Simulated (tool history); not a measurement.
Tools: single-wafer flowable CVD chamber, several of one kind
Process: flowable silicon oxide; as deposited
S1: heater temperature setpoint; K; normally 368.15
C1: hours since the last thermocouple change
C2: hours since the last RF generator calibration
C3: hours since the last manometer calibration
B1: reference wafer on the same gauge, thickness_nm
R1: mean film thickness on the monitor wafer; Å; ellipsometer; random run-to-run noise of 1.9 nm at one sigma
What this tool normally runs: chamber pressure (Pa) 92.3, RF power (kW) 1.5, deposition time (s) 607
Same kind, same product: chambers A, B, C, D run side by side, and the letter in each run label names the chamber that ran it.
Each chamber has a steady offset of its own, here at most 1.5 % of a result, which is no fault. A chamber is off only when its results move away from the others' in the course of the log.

run 1A hour=5 | S1=368.15 chamber_pressure_(Pa)=92.3 RF_power_(kW)=1.5 deposition_time_(s)=607 | C1=136.5 C2=609.1 C3=2439.5 | B1=331.06 | R1=3265.6
run 2C hour=11 | S1=368.15 chamber_pressure_(Pa)=92.3 RF_power_(kW)=1.5 deposition_time_(s)=607 | C1=2681.2 C2=494.1 C3=885.7 | B1=331.16 | R1=3323.7
run 3B hour=14.8 | S1=368.15 chamber_pressure_(Pa)=92.3 RF_power_(kW)=1.5 deposition_time_(s)=607 | C1=2478 C2=484.2 C3=995.3 | B1=331.22 | R1=3370.8
run 4D hour=17.7 | S1=368.15 chamber_pressure_(Pa)=92.3 RF_power_(kW)=1.5 deposition_time_(s)=607 | C1=2110.2 C2=1342 C3=369 | B1=330.92 | R1=3319.8
run 5D hour=22.1 | S1=368.15 chamber_pressure_(Pa)=92.3 RF_power_(kW)=1.5 deposition_time_(s)=607 | C1=2114.6 C2=1346.4 C3=373.4 | B1=331.13 | R1=3364.5
run 6C hour=26.5 | S1=368.15 chamber_pressure_(Pa)=92.3 RF_power_(kW)=1.5 deposition_time_(s)=607 | C1=2696.7 C2=509.6 C3=901.2 | B1=330.86 | R1=3310
run 7A hour=32.3 | S1=368.15 chamber_pressure_(Pa)=92.3 RF_power_(kW)=1.5 deposition_time_(s)=607 | C1=163.8 C2=636.4 C3=2466.8 | B1=330.36 | R1=3265.2
run 8B hour=36 | S1=368.15 chamber_pressure_(Pa)=92.3 RF_power_(kW)=1.5 deposition_time_(s)=607 | C1=2499.2 C2=505.4 C3=1016.5 | B1=331.29 | R1=3347.9
run 9B hour=40.7 | S1=368.15 chamber_pressure_(Pa)=92.3 RF_power_(kW)=1.5 deposition_time_(s)=607 | C1=2503.9 C2=510.1 C3=1021.2 | B1=331.2 | R1=3388.4
run 10C hour=45 | S1=368.15 chamber_pressure_(Pa)=92.3 RF_power_(kW)=1.5 deposition_time_(s)=607 | C1=2715.2 C2=528.1 C3=919.7 | B1=330.84 | R1=3313.3
run 11D hour=48.5 | S1=368.15 chamber_pressure_(Pa)=92.3 RF_power_(kW)=1.5 deposition_time_(s)=607 | C1=2141 C2=1372.8 C3=399.8 | B1=331.18 | R1=3327.7
run 12A hour=54.2 | S1=368.15 chamber_pressure_(Pa)=92.3 RF_power_(kW)=1.5 deposition_time_(s)=607 | C1=185.7 C2=658.3 C3=2488.7 | B1=330.71 | R1=3278.6
run 13A hour=57.5 | S1=368.15 chamber_pressure_(Pa)=92.3 RF_power_(kW)=1.5 deposition_time_(s)=607 | C1=189 C2=661.6 C3=2492 | B1=330.73 | R1=3307.1
run 14B hour=60.5 | S1=368.15 chamber_pressure_(Pa)=92.3 RF_power_(kW)=1.5 deposition_time_(s)=607 | C1=2523.7 C2=529.9 C3=1041 | B1=330.89 | R1=3339.7
run 15D hour=65.5 | S1=368.15 chamber_pressure_(Pa)=92.3 RF_power_(kW)=1.5 deposition_time_(s)=607 | C1=2158 C2=1389.8 C3=416.8 | B1=331.08 | R1=3310.5
run 16C hour=68.2 | S1=368.15 chamber_pressure_(Pa)=92.3 RF_power_(kW)=1.5 deposition_time_(s)=607 | C1=2738.4 C2=551.3 C3=942.9 | B1=331.15 | R1=3330.4
run 17D hour=71.9 | S1=368.15 chamber_pressure_(Pa)=92.3 RF_power_(kW)=1.5 deposition_time_(s)=607 | C1=2164.4 C2=1396.2 C3=423.2 | B1=331.22 | R1=3354.6
run 18B hour=75.2 | S1=368.15 chamber_pressure_(Pa)=92.3 RF_power_(kW)=1.5 deposition_time_(s)=607 | C1=2538.4 C2=544.6 C3=1055.7 | B1=330.86 | R1=3327.9
run 19A hour=79.5 | S1=368.15 chamber_pressure_(Pa)=92.3 RF_power_(kW)=1.5 deposition_time_(s)=607 | C1=211 C2=683.6 C3=2514 | B1=331.22 | R1=3279.8
run 20C hour=85.3 | S1=368.15 chamber_pressure_(Pa)=92.3 RF_power_(kW)=1.5 deposition_time_(s)=607 | C1=2755.5 C2=568.4 C3=960 | B1=330.85 | R1=3305.8
run 21C hour=91.2 | S1=368.15 chamber_pressure_(Pa)=92.3 RF_power_(kW)=1.5 deposition_time_(s)=607 | C1=2761.4 C2=574.3 C3=965.9 | B1=331.07 | R1=3253.7
run 22B hour=96.4 | S1=368.15 chamber_pressure_(Pa)=92.3 RF_power_(kW)=1.5 deposition_time_(s)=607 | C1=2559.6 C2=565.8 C3=1076.9 | B1=330.66 | R1=3353
run 23D hour=99.4 | S1=368.15 chamber_pressure_(Pa)=92.3 RF_power_(kW)=1.5 deposition_time_(s)=607 | C1=2191.9 C2=1423.7 C3=450.7 | B1=330.68 | R1=3350.8
run 24A hour=104.2 | S1=368.15 chamber_pressure_(Pa)=92.3 RF_power_(kW)=1.5 deposition_time_(s)=607 | C1=235.7 C2=708.3 C3=2538.7 | B1=331.25 | R1=3278.7
run 25A hour=108.2 | S1=368.15 chamber_pressure_(Pa)=92.3 RF_power_(kW)=1.5 deposition_time_(s)=607 | C1=239.7 C2=712.3 C3=2542.7 | B1=331.2 | R1=3288.6
run 26B hour=114.3 | S1=368.15 chamber_pressure_(Pa)=92.3 RF_power_(kW)=1.5 deposition_time_(s)=607 | C1=2577.5 C2=583.7 C3=1094.8 | B1=331.04 | R1=3337.5
run 27C hour=120.1 | S1=368.15 chamber_pressure_(Pa)=92.3 RF_power_(kW)=1.5 deposition_time_(s)=607 | C1=2790.3 C2=603.2 C3=994.8 | B1=330.73 | R1=3271.3
run 28D hour=123.8 | S1=368.15 chamber_pressure_(Pa)=92.3 RF_power_(kW)=1.5 deposition_time_(s)=607 | C1=2216.3 C2=1448.1 C3=475.1 | B1=330.57 | R1=3338.3
run 29D hour=127.6 | S1=368.15 chamber_pressure_(Pa)=92.3 RF_power_(kW)=1.5 deposition_time_(s)=607 | C1=2220.1 C2=1451.9 C3=478.9 | B1=330.8 | R1=3354.1
run 30C hour=131 | S1=368.15 chamber_pressure_(Pa)=92.3 RF_power_(kW)=1.5 deposition_time_(s)=607 | C1=2801.2 C2=614.1 C3=1005.7 | B1=331.41 | R1=3246.3
run 31A hour=137 | S1=368.15 chamber_pressure_(Pa)=92.3 RF_power_(kW)=1.5 deposition_time_(s)=607 | C1=268.5 C2=741.1 C3=2571.5 | B1=331.14 | R1=3278.8
run 32B hour=141.7 | S1=368.15 chamber_pressure_(Pa)=92.3 RF_power_(kW)=1.5 deposition_time_(s)=607 | C1=2604.9 C2=611.1 C3=1122.2 | B1=331.4 | R1=3332.7
-- hour=144.1 chamber D: RF generator calibrated
run 33B hour=145.2 | S1=368.15 chamber_pressure_(Pa)=92.3 RF_power_(kW)=1.5 deposition_time_(s)=607 | C1=2608.4 C2=614.6 C3=1125.7 | B1=330.83 | R1=3334.2
run 34D hour=149.2 | S1=368.15 chamber_pressure_(Pa)=92.3 RF_power_(kW)=1.5 deposition_time_(s)=607 | C1=2241.7 C2=5.1 C3=500.5 | B1=330.81 | R1=3304.2
run 35C hour=152.7 | S1=368.15 chamber_pressure_(Pa)=92.3 RF_power_(kW)=1.5 deposition_time_(s)=607 | C1=2822.9 C2=635.8 C3=1027.4 | B1=331.41 | R1=3231
run 36A hour=157.6 | S1=368.15 chamber_pressure_(Pa)=77.5 RF_power_(kW)=1.255 deposition_time_(s)=607 | C1=289.1 C2=761.7 C3=2592.1 | B1=330.76 | R1=2400.1
run 37A hour=160.6 | S1=368.15 chamber_pressure_(Pa)=77.5 RF_power_(kW)=1.255 deposition_time_(s)=607 | C1=292.1 C2=764.7 C3=2595.1 | B1=331.03 | R1=2425.6
run 38C hour=165.1 | S1=368.15 chamber_pressure_(Pa)=77.5 RF_power_(kW)=1.255 deposition_time_(s)=607 | C1=2835.3 C2=648.2 C3=1039.8 | B1=331.32 | R1=2376.5
run 39B hour=170.7 | S1=368.15 chamber_pressure_(Pa)=77.5 RF_power_(kW)=1.255 deposition_time_(s)=607 | C1=2633.9 C2=640.1 C3=1151.2 | B1=331.19 | R1=2488.6
run 40D hour=175.6 | S1=368.15 chamber_pressure_(Pa)=92.3 RF_power_(kW)=1.5 deposition_time_(s)=607 | C1=2268.1 C2=31.5 C3=526.9 | B1=330.96 | R1=3303.3

Predict what each chamber gives when all 4 of them run the settings below next.
run 41A hour=180 | S1=368.15 chamber_pressure_(Pa)=92.3 RF_power_(kW)=1.5 deposition_time_(s)=607 | R1=?
run 41B hour=180 | S1=368.15 chamber_pressure_(Pa)=92.3 RF_power_(kW)=1.5 deposition_time_(s)=607 | R1=?
run 41C hour=180 | S1=368.15 chamber_pressure_(Pa)=92.3 RF_power_(kW)=1.5 deposition_time_(s)=607 | R1=?
run 41D hour=180 | S1=368.15 chamber_pressure_(Pa)=92.3 RF_power_(kW)=1.5 deposition_time_(s)=607 | R1=?

run=41A R1=3286.4
run=41B R1=3319.3
run=41C R1=3207.3
run=41D R1=3334.1

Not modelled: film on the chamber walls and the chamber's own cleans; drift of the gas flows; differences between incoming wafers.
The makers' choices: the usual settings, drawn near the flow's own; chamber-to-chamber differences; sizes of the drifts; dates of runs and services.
